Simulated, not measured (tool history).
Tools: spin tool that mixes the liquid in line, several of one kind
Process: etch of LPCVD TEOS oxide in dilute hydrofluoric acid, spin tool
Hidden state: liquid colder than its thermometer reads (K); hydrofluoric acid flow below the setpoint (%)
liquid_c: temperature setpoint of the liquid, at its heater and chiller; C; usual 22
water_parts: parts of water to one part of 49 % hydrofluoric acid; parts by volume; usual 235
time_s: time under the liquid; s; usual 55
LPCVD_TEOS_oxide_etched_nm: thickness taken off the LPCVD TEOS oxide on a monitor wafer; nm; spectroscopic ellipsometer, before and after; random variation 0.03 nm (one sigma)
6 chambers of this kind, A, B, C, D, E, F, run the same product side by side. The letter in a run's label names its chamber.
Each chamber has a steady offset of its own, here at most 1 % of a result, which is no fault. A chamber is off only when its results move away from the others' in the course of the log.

| run | hour | liquid_c | water_parts | time_s | hours since the thermometer was replaced | hours since the hydrofluoric acid flow meter was replaced | read-back film thickness of the LPCVD TEOS oxide reference wafer, read on the same gauge (nm) | LPCVD_TEOS_oxide_etched_nm |
|---|---|---|---|---|---|---|---|---|
| 1A | 3.9 | 22 | 235 | 55 | 269 | 503.2 | 149.99 | 4.3455 |
| 2B | 9.2 | 22 | 235 | 55 | 1774.9 | 2025 | 149.98 | 4.4 |
| 3E | 13.6 | 22 | 235 | 55 | 604.9 | 388.6 | 150.01 | 4.3312 |
| 4D | 19.6 | 22 | 235 | 55 | 165.4 | 885 | 150.02 | 4.3926 |
| 5C | 23.1 | 22 | 235 | 55 | 949.7 | 228.6 | 149.99 | 4.3992 |
| 6F | 27.3 | 22 | 235 | 55 | 1728.3 | 1779.8 | 149.98 | 4.4752 |
| 7A | 31.4 | 22 | 235 | 55 | 296.5 | 530.7 | 149.99 | 4.4479 |
| 8C | 34.9 | 22 | 235 | 55 | 961.5 | 240.4 | 150.01 | 4.406 |
| 9D | 38.4 | 22 | 235 | 55 | 184.2 | 903.8 | 150.03 | 4.366 |
| 10F | 44 | 22 | 235 | 55 | 1745 | 1796.5 | 149.99 | 4.4337 |
| 11E | 50.1 | 22 | 235 | 55 | 641.4 | 425.1 | 149.99 | 4.3836 |
| 12B | 55.7 | 22 | 235 | 55 | 1821.4 | 2071.5 | 149.99 | 4.3879 |
| 13D | 61.9 | 22 | 235 | 55 | 207.7 | 927.3 | 149.99 | 4.4543 |
| 14C | 65.4 | 22 | 235 | 55 | 992 | 270.9 | 150.03 | 4.3914 |
| 15A | 69.7 | 22 | 235 | 55 | 334.8 | 569 | 149.99 | 4.4033 |
| 16E | 75.8 | 22 | 235 | 55 | 667.1 | 450.8 | 150.01 | 4.4171 |
| 17F | 82.6 | 22 | 235 | 55 | 1783.6 | 1835.1 | 149.97 | 4.3879 |
| 18B | 88.3 | 22 | 235 | 55 | 1854 | 2104.1 | 149.97 | 4.3416 |
| 19A | 92.7 | 22 | 235 | 55 | 357.8 | 592 | 150 | 4.4065 |
| 20D | 97.6 | 22 | 235 | 55 | 243.4 | 963 | 150.02 | 4.3242 |
| 21C | 100.7 | 22 | 235 | 55 | 1027.3 | 306.2 | 150.02 | 4.3865 |
| 22E | 107.7 | 22 | 235 | 55 | 699 | 482.7 | 150.04 | 4.3155 |
| 23B | 110.8 | 22 | 235 | 55 | 1876.5 | 2126.6 | 150.03 | 4.3645 |
| 24F | 117.4 | 22 | 235 | 55 | 1818.4 | 1869.9 | 149.99 | 4.415 |
| 25E | 123.5 | 22 | 235 | 55 | 714.8 | 498.5 | 149.96 | 4.393 |
| 26D | 127.4 | 22 | 235 | 55 | 273.2 | 992.8 | 150.04 | 4.2302 |
| 27B | 130.8 | 22 | 235 | 55 | 1896.5 | 2146.6 | 150 | 4.3422 |
| 28F | 133.9 | 22 | 235 | 55 | 1834.9 | 1886.4 | 150.01 | 4.4925 |
| 29C | 140.7 | 22 | 235 | 55 | 1067.3 | 346.2 | 149.94 | 4.379 |
| 30A | 146 | 22 | 235 | 55 | 411.1 | 645.3 | 149.96 | 4.3986 |
| 31E | 150 | 22 | 235 | 55 | 741.3 | 525 | 149.97 | 4.4283 |
| 32A | 154.8 | 22 | 315 | 55 | 419.9 | 654.1 | 150.03 | 3.0029 |
| 33B | 161.6 | 22 | 315 | 55 | 1927.3 | 2177.4 | 150.01 | 3.0132 |
| 34D | 168.4 | 22 | 315 | 55 | 314.2 | 1033.8 | 149.99 | 2.8603 |
| 35C | 172.6 | 22 | 315 | 55 | 1099.2 | 378.1 | 150.01 | 3.0343 |
|  | 175.5 | chamber B: hydrofluoric acid flow meter replaced |
| 36F | 179.3 | 22 | 315 | 55 | 1880.3 | 1931.8 | 149.94 | 3.0088 |
| 37A | 185.5 | 22 | 315 | 55 | 450.6 | 684.8 | 149.98 | 3.0374 |
| 38F | 189 | 22 | 235 | 55 | 1890 | 1941.5 | 150.07 | 4.4288 |
| 39E | 192.1 | 20 | 235 | 55 | 783.4 | 567.1 | 150.02 | 4.0472 |
| 40D | 195.2 | 20 | 235 | 55 | 341 | 1060.6 | 149.96 | 3.791 |
| 41B | 201.6 | 20 | 235 | 55 | 1967.3 | 26.1 | 150.04 | 4.0408 |
| 42C | 208.3 | 20 | 235 | 55 | 1134.9 | 413.8 | 150.02 | 4.0982 |
| 43F | 211.6 | 20 | 235 | 55 | 1912.6 | 1964.1 | 149.99 | 4.1699 |

All 6 chambers run these settings next. Forecast each chamber's results:
| 44A | 216.7 | 22 | 235 | 55 |  |  |  | ? |
| 44B | 216.7 | 22 | 235 | 55 |  |  |  | ? |
| 44C | 216.7 | 22 | 235 | 55 |  |  |  | ? |
| 44D | 216.7 | 22 | 235 | 55 |  |  |  | ? |
| 44E | 216.7 | 22 | 235 | 55 |  |  |  | ? |
| 44F | 216.7 | 22 | 235 | 55 |  |  |  | ? |

| run | LPCVD_TEOS_oxide_etched_nm |
|---|---|
| 44A | 4.4274 |
| 44B | 4.3463 |
| 44C | 4.4022 |
| 44D | 4.0576 |
| 44E | 4.4184 |
| 44F | 4.4443 |
